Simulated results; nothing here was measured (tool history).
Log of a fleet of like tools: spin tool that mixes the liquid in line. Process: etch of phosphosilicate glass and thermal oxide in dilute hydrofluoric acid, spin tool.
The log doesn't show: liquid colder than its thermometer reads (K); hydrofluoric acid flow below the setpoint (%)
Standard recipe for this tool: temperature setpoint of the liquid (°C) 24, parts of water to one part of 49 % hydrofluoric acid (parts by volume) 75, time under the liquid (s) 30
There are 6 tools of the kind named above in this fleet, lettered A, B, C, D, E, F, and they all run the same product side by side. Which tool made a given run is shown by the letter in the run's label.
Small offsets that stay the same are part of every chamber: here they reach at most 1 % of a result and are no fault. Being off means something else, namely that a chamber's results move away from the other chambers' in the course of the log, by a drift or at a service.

run	hour	temperature setpoint of the liquid (°C)	parts of water to one part of 49 % hydrofluoric acid (parts by volume)	time under the liquid (s)	hours since the thermometer was replaced	hours since the hydrofluoric acid flow meter was replaced	read-back film thickness of the phosphosilicate glass reference wafer, read on the same gauge (nm)	read-back film thickness of the thermal oxide reference wafer, read on the same gauge (nm)	thickness taken off the phosphosilicate glass on a monitor wafer (angstrom)	thickness taken off the thermal oxide on a monitor wafer (angstrom)
1B	11.7	24	75	30	1243.8	832.8	39.971	40.009	584.96	19.455
# hour 18.9: chamber B: thermometer replaced
2A	21.7	24	75	30	622.7	584.9	39.968	39.992	581.93	19.705
3E	35.3	24	75	30	792.8	546.4	39.994	40.002	585.42	19.619
4D	50	24	75	30	1008.6	242.8	39.971	40.001	585.45	19.31
5F	63.4	24	75	30	1148.1	586.7	40	40.002	589.56	19.722
6C	75.9	24	75	30	99.9	832.4	40	39.993	580.47	19.957
7A	85.1	24	55	30	686.1	648.3	40.007	39.981	825	27.097
# hour 95.2: chamber A: thermometer replaced
8D	98.5	24	55	30	1057.1	291.3	40.006	39.988	811.26	26.457
9E	112.6	24	55	30	870.1	623.7	40.017	40.01	819.2	27.777
10C	126.3	24	55	30	150.3	882.8	39.988	40.002	814.54	27.332
11F	134.5	24	55	30	1219.2	657.8	40.019	40.001	819.92	27.023
12B	149.1	24	55	30	130.3	970.2	39.984	40.008	822.03	26.816
# hour 151.5: chamber E: thermometer replaced
13B	160.3	24	75	30	141.5	981.4	40.008	39.995	588.57	19.78
14F	169.1	24	35	30	1253.8	692.4	39.996	40.01	1338.6	44.519
# hour 173.3: chamber D: thermometer replaced
15C	179.4	24	35	30	203.4	935.9	40.019	40.016	1296.3	43.276
# hour 186.8: chamber E: hydrofluoric acid flow meter replaced
16D	191.2	24	35	30	18	384	40.007	39.992	1292.4	43.503
17A	205.1	24	35	30	109.9	768.3	39.98	40.01	1336.2	45.177
18E	219.8	24	35	30	68.3	33.1	39.997	40.019	1311.9	43.468
19A	227.1	24	35	30	131.9	790.3	39.994	39.986	1343.2	45.278
20C	241.7	24	75	30	265.7	998.2	40.002	39.987	580.38	19.731
21D	252.1	24	75	30	78.9	444.9	39.996	39.999	581.58	19.138
22E	267.8	24	75	30	116.3	81.1	39.986	40.005	586.74	19.565
23F	283.5	24	75	30	1368.2	806.8	40.006	40.019	583.71	19.393
24B	299.2	24	75	30	280.4	1120.3	39.994	39.983	586.32	19.103
# hour 301.3: chamber C: hydrofluoric acid flow meter replaced
25E	312.1	24	75	30	160.6	125.4	40.022	40.004	585.86	19.655
26A	321.9	24	75	30	226.7	885.1	40.004	40.008	585.52	19.484
27C	336.9	27	75	20	360.9	35.7	39.982	39.987	433.86	14.287
28D	352	27	75	20	178.8	544.8	39.965	40.016	438.31	14.486
29F	359.4	27	75	20	1444.1	882.7	40.018	40.009	438.54	14.468
30B	367.1	27	75	20	348.3	1188.2	40.003	40.033	435.49	14.478
31A	376.5	27	75	20	281.3	939.7	40.008	40.007	440.29	15.002
32F	384.9	27	75	20	1469.6	908.2	39.997	39.99	438.92	14.9
33D	392.1	24	75	30	218.9	584.9	39.988	39.984	584.48	19.517
34B	407.4	24	75	30	388.6	1228.5	40.006	40.006	586.25	19.408
35C	421.4	24	60	30	445.4	120.2	40.013	40.002	739.17	25.747
36E	435	24	60	30	283.5	248.3	39.992	39.994	749.38	25.41
37F	449.8	24	60	30	1534.5	973.1	39.998	39.991	743.17	24.595
38C	459.5	24	60	30	483.5	158.3	39.997	39.985	739.86	25.164
39A	475.6	24	60	30	380.4	1038.8	39.999	40.007	748.1	24.473
40D	490	24	60	30	316.8	682.8	40.027	39.995	736.5	24.172
41E	503.9	24	45	45	352.4	317.2	39.968	40.01	1518.2	48.824
42B	516.9	24	45	45	498.1	1338	40.007	40	1516.7	50.584
43D	528.5	24	45	45	355.3	721.3	39.984	40.009	1512.7	50.01

One chamber off, gauge drift, or nothing amiss beyond the chambers' own small offsets? If it is a chamber, which one, and what is the likeliest cause?

No chamber stands off beyond its own small offset, and the gauge holds steady.
